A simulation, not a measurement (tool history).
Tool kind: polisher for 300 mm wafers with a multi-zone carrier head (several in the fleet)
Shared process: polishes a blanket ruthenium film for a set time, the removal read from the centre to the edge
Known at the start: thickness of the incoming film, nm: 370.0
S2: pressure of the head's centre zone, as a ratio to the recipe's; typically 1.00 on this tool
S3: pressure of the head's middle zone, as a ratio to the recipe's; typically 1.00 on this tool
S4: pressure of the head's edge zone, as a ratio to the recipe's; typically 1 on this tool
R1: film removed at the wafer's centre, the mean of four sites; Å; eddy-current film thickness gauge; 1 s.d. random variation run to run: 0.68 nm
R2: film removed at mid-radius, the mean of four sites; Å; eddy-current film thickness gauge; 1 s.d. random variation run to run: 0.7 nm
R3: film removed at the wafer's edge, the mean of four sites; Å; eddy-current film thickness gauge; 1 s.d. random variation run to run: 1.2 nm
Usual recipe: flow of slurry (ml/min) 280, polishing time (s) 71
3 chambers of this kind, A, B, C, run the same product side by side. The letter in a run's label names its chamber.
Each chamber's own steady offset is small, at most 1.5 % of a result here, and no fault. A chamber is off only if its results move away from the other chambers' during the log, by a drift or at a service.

run 1B day=0.354 | flow_of_slurry_(ml/min)=280 S2=1.00 S3=1.00 S4=1 polishing_time_(s)=71 | R1=834.81 R2=819.67 R3=811.19
-- day=0.533 chamber B: worn pad replaced by a new one
run 2A day=0.696 | flow_of_slurry_(ml/min)=280 S2=1.00 S3=1.00 S4=1 polishing_time_(s)=71 | R1=830.14 R2=830.26 R3=866.90
run 3C day=1.112 | flow_of_slurry_(ml/min)=280 S2=1.00 S3=1.00 S4=1 polishing_time_(s)=71 | R1=819.95 R2=815.55 R3=813.18
-- day=1.288 chamber C: worn pad replaced by a new one
run 4A day=1.321 | flow_of_slurry_(ml/min)=280 S2=1.00 S3=1.00 S4=1 polishing_time_(s)=71 | R1=832.87 R2=822.04 R3=843.91
run 5B day=1.721 | flow_of_slurry_(ml/min)=280 S2=1.00 S3=1.00 S4=1 polishing_time_(s)=71 | R1=843.01 R2=821.71 R3=805.25
-- day=1.929 chamber A: worn pad replaced by a new one
run 6C day=2.025 | flow_of_slurry_(ml/min)=280 S2=1.00 S3=1.00 S4=1 polishing_time_(s)=71 | R1=822.32 R2=816.58 R3=818.33
run 7C day=2.404 | flow_of_slurry_(ml/min)=280 S2=1.00 S3=1.00 S4=1 polishing_time_(s)=71 | R1=819.91 R2=806.36 R3=834.26
run 8A day=2.638 | flow_of_slurry_(ml/min)=220 S2=1.00 S3=1.00 S4=1 polishing_time_(s)=94 | R1=1068.20 R2=1058.10 R3=1104.40
run 9B day=2.992 | flow_of_slurry_(ml/min)=220 S2=1.00 S3=1.00 S4=1 polishing_time_(s)=94 | R1=1061.20 R2=1071.80 R3=1091.00
run 10B day=3.246 | flow_of_slurry_(ml/min)=220 S2=1.00 S3=1.00 S4=1 polishing_time_(s)=94 | R1=1052.50 R2=1061.60 R3=1075.60
run 11C day=3.492 | flow_of_slurry_(ml/min)=280 S2=1.00 S3=1.00 S4=1 polishing_time_(s)=71 | R1=827.35 R2=810.18 R3=803.36
run 12A day=3.762 | flow_of_slurry_(ml/min)=280 S2=1.00 S3=1.00 S4=1 polishing_time_(s)=71 | R1=818.85 R2=831.58 R3=810.53
-- day=3.829 chamber B: edge zone pressure recalibrated
run 13C day=4.008 | flow_of_slurry_(ml/min)=280 S2=1.00 S3=1.00 S4=1 polishing_time_(s)=71 | R1=824.24 R2=814.97 R3=829.06
run 14B day=4.204 | flow_of_slurry_(ml/min)=280 S2=1.00 S3=1.00 S4=1 polishing_time_(s)=71 | R1=823.18 R2=826.55 R3=845.02
-- day=4.400 chamber C: centre zone pressure recalibrated
run 15A day=4.612 | flow_of_slurry_(ml/min)=280 S2=1.00 S3=1.00 S4=1 polishing_time_(s)=71 | R1=820.34 R2=832.73 R3=835.67
run 16C day=4.921 | flow_of_slurry_(ml/min)=280 S2=1.00 S3=1.00 S4=1 polishing_time_(s)=71 | R1=878.60 R2=814.13 R3=816.42
run 17B day=5.138 | flow_of_slurry_(ml/min)=280 S2=1.00 S3=1.00 S4=1 polishing_time_(s)=71 | R1=826.27 R2=818.11 R3=794.49
run 18A day=5.425 | flow_of_slurry_(ml/min)=345 S2=1.00 S3=1.11 S4=1 polishing_time_(s)=71 | R1=834.20 R2=933.42 R3=862.24
-- day=5.646 chamber A: worn pad replaced by a new one
run 19C day=5.754 | flow_of_slurry_(ml/min)=345 S2=1.00 S3=1.11 S4=1 polishing_time_(s)=71 | R1=888.81 R2=934.50 R3=825.16
run 20A day=5.950 | flow_of_slurry_(ml/min)=345 S2=1.00 S3=1.11 S4=1 polishing_time_(s)=71 | R1=848.11 R2=937.00 R3=845.44
run 21B day=6.229 | flow_of_slurry_(ml/min)=280 S2=1.00 S3=1.00 S4=1 polishing_time_(s)=71 | R1=828.48 R2=832.28 R3=816.65
run 22C day=6.588 | flow_of_slurry_(ml/min)=280 S2=1.00 S3=1.00 S4=1 polishing_time_(s)=71 | R1=874.56 R2=815.15 R3=819.41
run 23B day=6.833 | flow_of_slurry_(ml/min)=280 S2=1.00 S3=1.00 S4=1 polishing_time_(s)=71 | R1=827.89 R2=819.11 R3=814.63
run 24A day=7.058 | flow_of_slurry_(ml/min)=280 S2=1.00 S3=1.00 S4=1 polishing_time_(s)=71 | R1=832.34 R2=823.61 R3=844.69
-- day=7.212 chamber B: worn pad replaced by a new one
run 25B day=7.458 | flow_of_slurry_(ml/min)=280 S2=1.00 S3=1.00 S4=1 polishing_time_(s)=71 | R1=831.85 R2=813.85 R3=803.15
run 26C day=7.742 | flow_of_slurry_(ml/min)=280 S2=1.00 S3=1.00 S4=1 polishing_time_(s)=71 | R1=875.20 R2=820.97 R3=815.12
-- day=7.792 chamber C: worn pad replaced by a new one
run 27A day=8.000 | flow_of_slurry_(ml/min)=280 S2=1.00 S3=1.00 S4=1 polishing_time_(s)=71 | R1=816.79 R2=823.98 R3=817.83
-- day=8.046 chamber B: slurry nozzle cleaned
run 28A day=8.233 | flow_of_slurry_(ml/min)=280 S2=1.00 S3=1.00 S4=1 polishing_time_(s)=71 | R1=825.70 R2=833.48 R3=837.66
run 29B day=8.471 | flow_of_slurry_(ml/min)=205 S2=0.94 S3=1.00 S4=1 polishing_time_(s)=71 | R1=751.01 R2=792.05 R3=806.32
run 30C day=8.733 | flow_of_slurry_(ml/min)=205 S2=0.94 S3=1.00 S4=1 polishing_time_(s)=71 | R1=786.97 R2=797.52 R3=797.22
run 31A day=8.958 | flow_of_slurry_(ml/min)=205 S2=0.94 S3=1.00 S4=1 polishing_time_(s)=71 | R1=749.06 R2=796.74 R3=826.73
-- day=9.117 chamber A: worn pad replaced by a new one
run 32C day=9.229 | flow_of_slurry_(ml/min)=280 S2=1.00 S3=1.00 S4=1 polishing_time_(s)=71 | R1=870.53 R2=815.50 R3=815.10
run 33B day=9.458 | flow_of_slurry_(ml/min)=280 S2=1.00 S3=1.00 S4=1 polishing_time_(s)=71 | R1=832.52 R2=821.00 R3=812.22
run 34A day=9.738 | flow_of_slurry_(ml/min)=280 S2=1.00 S3=1.00 S4=1 polishing_time_(s)=71 | R1=818.03 R2=821.55 R3=837.40
run 35C day=10.133 | flow_of_slurry_(ml/min)=280 S2=1.00 S3=1.00 S4=1 polishing_time_(s)=71 | R1=859.70 R2=827.96 R3=828.16

What goes on in this fleet: one chamber off, a drifting gauge, or nothing beyond the chambers' own small offsets? Name the chamber and the cause, if any.

The work done on chamber C during a service left it standing apart from the others.
What lies behind it: centre zone's pressure above its setpoint, % = 5.91.

Below are 4 candidate recipes for chamber C's next run, each the usual settings with a change, their results shown as question marks. Which of them brings C's results back in line with what the other chambers give on the usual settings?
Allowed miss from the other chambers' usual-settings mean, per result, to count as in line: R1 24.00 Å; R2 24.00 Å; R3 41.00 Å
run 36C-1 day=10.433 | flow_of_slurry_(ml/min)=275 S2=0.95 S3=1.01 S4=1.02 polishing_time_(s)=71 | R1=? R2=? R3=?
run 36C-2 day=10.433 | flow_of_slurry_(ml/min)=285 S2=1.10 S3=0.98 S4=0.97 polishing_time_(s)=71 | R1=? R2=? R3=?
run 36C-3 day=10.433 | flow_of_slurry_(ml/min)=285 S2=1.05 S3=0.99 S4=0.98 polishing_time_(s)=71 | R1=? R2=? R3=?
run 36C-4 day=10.433 | flow_of_slurry_(ml/min)=275 S2=0.90 S3=1.02 S4=1.03 polishing_time_(s)=71 | R1=? R2=? R3=?

Average result of the remaining chambers running the usual settings: R1 829.14 Å; R2 823.54 Å; R3 824.76 Å
run=36C-1 R1=824.94 R2=825.56 R3=821.95
run=36C-2 R1=970.97 R2=805.39 R3=803.56
run=36C-3 R1=923.47 R2=813.17 R3=807.68
run=36C-4 R1=777.61 R2=833.33 R3=826.03
36C-1 puts the chamber back in line with the other chambers.

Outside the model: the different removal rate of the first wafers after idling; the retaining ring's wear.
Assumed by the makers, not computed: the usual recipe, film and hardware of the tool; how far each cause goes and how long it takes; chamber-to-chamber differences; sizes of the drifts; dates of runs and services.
